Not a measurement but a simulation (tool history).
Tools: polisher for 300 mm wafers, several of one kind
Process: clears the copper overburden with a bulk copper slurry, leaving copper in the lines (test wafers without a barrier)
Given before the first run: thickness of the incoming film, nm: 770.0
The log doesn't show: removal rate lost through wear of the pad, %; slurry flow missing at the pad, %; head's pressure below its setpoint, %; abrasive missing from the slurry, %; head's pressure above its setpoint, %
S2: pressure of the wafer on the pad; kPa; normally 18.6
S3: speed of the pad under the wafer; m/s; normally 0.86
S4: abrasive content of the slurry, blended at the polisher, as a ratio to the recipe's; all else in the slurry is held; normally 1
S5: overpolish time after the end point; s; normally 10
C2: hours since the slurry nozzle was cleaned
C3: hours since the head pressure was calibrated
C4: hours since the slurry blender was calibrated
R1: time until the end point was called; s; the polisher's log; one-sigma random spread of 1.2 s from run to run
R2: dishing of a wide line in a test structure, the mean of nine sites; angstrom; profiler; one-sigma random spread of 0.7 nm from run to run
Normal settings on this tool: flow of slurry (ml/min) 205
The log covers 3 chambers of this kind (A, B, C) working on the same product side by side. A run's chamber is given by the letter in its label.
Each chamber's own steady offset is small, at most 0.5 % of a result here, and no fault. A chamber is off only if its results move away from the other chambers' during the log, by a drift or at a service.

-- hour=4.2 chamber B: slurry nozzle cleaned
run 1B hour=10.4 | flow_of_slurry_(ml/min)=205 S2=18.6 S3=0.86 S4=1 S5=10 | wafers_polished_on_this_pad=563 C2=6.2 C3=414.4 C4=51.5 | R1=89.098 R2=485.07
-- hour=12.3 chamber C: worn pad replaced by a new one
run 2A hour=18.1 | flow_of_slurry_(ml/min)=205 S2=18.6 S3=0.86 S4=1 S5=10 | wafers_polished_on_this_pad=622 C2=618.4 C3=149.3 C4=187.7 | R1=87.765 R2=479.92
-- hour=22.5 chamber B: worn pad replaced by a new one
run 3C hour=24 | flow_of_slurry_(ml/min)=205 S2=18.6 S3=0.86 S4=1 S5=10 | wafers_polished_on_this_pad=104 C2=119.7 C3=1060.3 C4=63.6 | R1=86.91 R2=483
-- hour=30 chamber C: head pressure recalibrated
run 4B hour=34.8 | flow_of_slurry_(ml/min)=205 S2=18.6 S3=0.86 S4=1 S5=10 | wafers_polished_on_this_pad=109 C2=30.6 C3=438.8 C4=75.9 | R1=86.076 R2=481.75
run 5A hour=40.5 | flow_of_slurry_(ml/min)=205 S2=13.8 S3=0.86 S4=0.8 S5=10 | wafers_polished_on_this_pad=820 C2=640.8 C3=171.7 C4=210.1 | R1=125 R2=370.46
-- hour=42.2 chamber A: slurry nozzle cleaned
run 6C hour=49.8 | flow_of_slurry_(ml/min)=205 S2=13.8 S3=0.86 S4=0.8 S5=10 | wafers_polished_on_this_pad=333 C2=145.5 C3=19.9 C4=89.4 | R1=122.35 R2=370.76
run 7B hour=59.3 | flow_of_slurry_(ml/min)=205 S2=13.8 S3=0.86 S4=0.8 S5=10 | wafers_polished_on_this_pad=326 C2=55.1 C3=463.3 C4=100.4 | R1=122.46 R2=372.31
-- hour=63 chamber A: worn pad replaced by a new one
run 8A hour=71.4 | flow_of_slurry_(ml/min)=205 S2=18.6 S3=0.86 S4=1 S5=10 | wafers_polished_on_this_pad=74 C2=29.2 C3=202.6 C4=241 | R1=87.192 R2=480.02
run 9C hour=81 | flow_of_slurry_(ml/min)=205 S2=18.6 S3=0.86 S4=1 S5=10 | wafers_polished_on_this_pad=610 C2=176.7 C3=51.1 C4=120.6 | R1=84.584 R2=479.62
-- hour=86.7 chamber B: worn pad replaced by a new one
run 10C hour=93.9 | flow_of_slurry_(ml/min)=205 S2=18.6 S3=0.86 S4=1 S5=10 | wafers_polished_on_this_pad=724 C2=189.6 C3=64 C4=133.5 | R1=86.445 R2=484.83
run 11A hour=100.5 | flow_of_slurry_(ml/min)=205 S2=18.6 S3=0.86 S4=1 S5=10 | wafers_polished_on_this_pad=332 C2=58.3 C3=231.7 C4=270.1 | R1=85.176 R2=490.36
-- hour=107.4 chamber A: slurry blender recalibrated
run 12B hour=108.2 | flow_of_slurry_(ml/min)=205 S2=18.6 S3=0.86 S4=1 S5=10 | wafers_polished_on_this_pad=191 C2=104 C3=512.2 C4=149.3 | R1=84.545 R2=472.38
run 13C hour=114.1 | flow_of_slurry_(ml/min)=205 S2=18.6 S3=0.86 S4=1 S5=10 | wafers_polished_on_this_pad=904 C2=209.8 C3=84.2 C4=153.7 | R1=86.874 R2=469.75
-- hour=115.4 chamber B: head pressure recalibrated
run 14A hour=125.2 | flow_of_slurry_(ml/min)=205 S2=18.6 S3=0.72 S4=1.15 S5=10 | wafers_polished_on_this_pad=552 C2=83 C3=256.4 C4=17.9 | R1=99.574 R2=444.08
run 15B hour=132 | flow_of_slurry_(ml/min)=205 S2=18.6 S3=0.72 S4=1.15 S5=10 | wafers_polished_on_this_pad=402 C2=127.8 C3=16.6 C4=173.1 | R1=112.01 R2=415.45
run 16A hour=144.8 | flow_of_slurry_(ml/min)=205 S2=18.6 S3=0.72 S4=1.15 S5=10 | wafers_polished_on_this_pad=726 C2=102.6 C3=276 C4=37.5 | R1=99.388 R2=435.03
run 17C hour=157 | flow_of_slurry_(ml/min)=205 S2=18.6 S3=0.86 S4=1 S5=10 | wafers_polished_on_this_pad=1284 C2=252.7 C3=127.1 C4=196.6 | R1=85.963 R2=475.74
-- hour=159.4 chamber B: worn pad replaced by a new one
-- hour=163.2 chamber A: worn pad replaced by a new one
run 18B hour=167.8 | flow_of_slurry_(ml/min)=205 S2=18.6 S3=0.86 S4=1 S5=10 | wafers_polished_on_this_pad=75 C2=163.6 C3=52.4 C4=208.9 | R1=94.173 R2=447.41
run 19B hour=177.9 | flow_of_slurry_(ml/min)=205 S2=18.6 S3=0.86 S4=1 S5=10 | wafers_polished_on_this_pad=164 C2=173.7 C3=62.5 C4=219 | R1=94.322 R2=446.99
run 20A hour=184.1 | flow_of_slurry_(ml/min)=205 S2=13.8 S3=0.86 S4=0.75 S5=10 | wafers_polished_on_this_pad=186 C2=141.9 C3=315.3 C4=76.8 | R1=123.19 R2=366.15
run 21C hour=190.8 | flow_of_slurry_(ml/min)=205 S2=13.8 S3=0.86 S4=0.75 S5=10 | wafers_polished_on_this_pad=1584 C2=286.5 C3=160.9 C4=230.4 | R1=125.79 R2=366.83
-- hour=193.1 chamber C: worn pad replaced by a new one
run 22B hour=202.2 | flow_of_slurry_(ml/min)=205 S2=13.8 S3=0.86 S4=0.75 S5=10 | wafers_polished_on_this_pad=380 C2=198 C3=86.8 C4=243.3 | R1=135 R2=346.07
run 23C hour=209.5 | flow_of_slurry_(ml/min)=205 S2=18.6 S3=0.86 S4=1 S5=10 | wafers_polished_on_this_pad=146 C2=305.2 C3=179.6 C4=249.1 | R1=87.031 R2=494.82
-- hour=217.8 chamber B: worn pad replaced by a new one
run 24A hour=220.6 | flow_of_slurry_(ml/min)=205 S2=18.6 S3=0.86 S4=1 S5=10 | wafers_polished_on_this_pad=510 C2=178.4 C3=351.8 C4=113.3 | R1=84.875 R2=481.38
run 25B hour=232.3 | flow_of_slurry_(ml/min)=205 S2=18.6 S3=0.86 S4=1 S5=10 | wafers_polished_on_this_pad=129 C2=228.1 C3=116.9 C4=273.4 | R1=93.983 R2=451.85
run 26A hour=241.3 | flow_of_slurry_(ml/min)=205 S2=18.6 S3=1.1 S4=1.2 S5=10 | wafers_polished_on_this_pad=693 C2=199.1 C3=372.5 C4=134 | R1=65.641 R2=565.51
run 27C hour=250.9 | flow_of_slurry_(ml/min)=205 S2=18.6 S3=1.1 S4=1.2 S5=10 | wafers_polished_on_this_pad=513 C2=346.6 C3=221 C4=290.5 | R1=66.077 R2=561.57
-- hour=258.2 chamber C: slurry nozzle cleaned
run 28C hour=258.3 | flow_of_slurry_(ml/min)=205 S2=18.6 S3=1.1 S4=1.2 S5=10 | wafers_polished_on_this_pad=579 C2=0.2 C3=228.4 C4=297.9 | R1=63.764 R2=567.61

Next, every chamber runs the same settings. What will each give?
run 29A hour=267.7 | flow_of_slurry_(ml/min)=205 S2=18.6 S3=0.86 S4=1 S5=10 | R1=? R2=?
run 29B hour=267.7 | flow_of_slurry_(ml/min)=205 S2=18.6 S3=0.86 S4=1 S5=10 | R1=? R2=?
run 29C hour=267.7 | flow_of_slurry_(ml/min)=205 S2=18.6 S3=0.86 S4=1 S5=10 | R1=? R2=?

run=29A R1=86.02 R2=485.56
run=29B R1=93.074 R2=448.6
run=29C R1=86.345 R2=478.95
